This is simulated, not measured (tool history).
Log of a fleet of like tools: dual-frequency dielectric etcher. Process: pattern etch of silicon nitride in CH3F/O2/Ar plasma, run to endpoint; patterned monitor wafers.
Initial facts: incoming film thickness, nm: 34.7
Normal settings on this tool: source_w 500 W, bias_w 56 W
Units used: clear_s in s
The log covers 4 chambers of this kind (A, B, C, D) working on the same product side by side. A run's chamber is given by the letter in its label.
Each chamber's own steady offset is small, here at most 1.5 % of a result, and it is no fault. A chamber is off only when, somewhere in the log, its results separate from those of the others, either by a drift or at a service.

| run | day | source_w | bias_w | clear_s |
|---|---|---|---|---|
| 1D | 0.362 | 500 | 56 | 50.526 |
| 2A | 0.667 | 500 | 56 | 49.953 |
| 3B | 0.908 | 500 | 56 | 50.673 |
| 4C | 1.375 | 500 | 56 | 50.019 |
| 5C | 1.871 | 500 | 56 | 49.858 |
| 6D | 2.329 | 500 | 56 | 51.078 |
|  | 2.583 | chamber B: wet clean of the chamber |
| 7B | 2.721 | 500 | 56 | 51.67 |
| 8A | 3.046 | 500 | 56 | 49.834 |
| 9C | 3.312 | 500 | 56 | 50.217 |
|  | 3.479 | chamber D: wet clean of the chamber |
| 10B | 3.562 | 500 | 56 | 51.441 |
| 11A | 3.788 | 500 | 56 | 49.659 |
| 12D | 4.054 | 500 | 56 | 50.694 |
| 13D | 4.446 | 500 | 56 | 51.204 |
| 14C | 4.671 | 500 | 56 | 50.097 |
| 15A | 5.125 | 500 | 56 | 50.079 |
| 16B | 5.429 | 500 | 56 | 52.106 |
| 17B | 5.788 | 500 | 56 | 51.994 |
| 18D | 6.2 | 500 | 56 | 50.886 |
| 19A | 6.592 | 500 | 56 | 49.899 |
| 20C | 6.971 | 620 | 43 | 49.855 |
| 21C | 7.304 | 620 | 43 | 49.867 |
| 22B | 7.721 | 620 | 43 | 51.538 |
|  | 7.971 | chamber A: wet clean of the chamber |
| 23A | 8.208 | 620 | 43 | 49.548 |
| 24D | 8.45 | 500 | 56 | 50.726 |

Is one chamber off against the others, does the gauge drift, or is nothing wrong? If a chamber is off, say which, and what the likeliest cause is.

After it was serviced, chamber B no longer matches the other chambers.
Cause: etch rate under this chamber's usual, % = 2.36.

Which of the 4 candidates below, each the usual settings with something changed and its results left as question marks, puts chamber B back in line with what the other chambers give on the usual settings?
In line here means within this much of the mean the other chambers give on the usual settings: clear_s 0.54 s
| 25B-1 | 8.812 | 500 | 62 | ? |
| 25B-2 | 8.812 | 460 | 56 | ? |
| 25B-3 | 8.812 | 430 | 56 | ? |
| 25B-4 | 8.812 | 500 | 67 | ? |

Usual-settings mean across the other chambers: clear_s 50.232 s
| run | clear_s |
|---|---|
| 25B-1 | 50.184 |
| 25B-2 | 53.576 |
| 25B-3 | 54.989 |
| 25B-4 | 48.905 |
Change 25B-1 lands the chamber within the allowed miss of the other chambers.
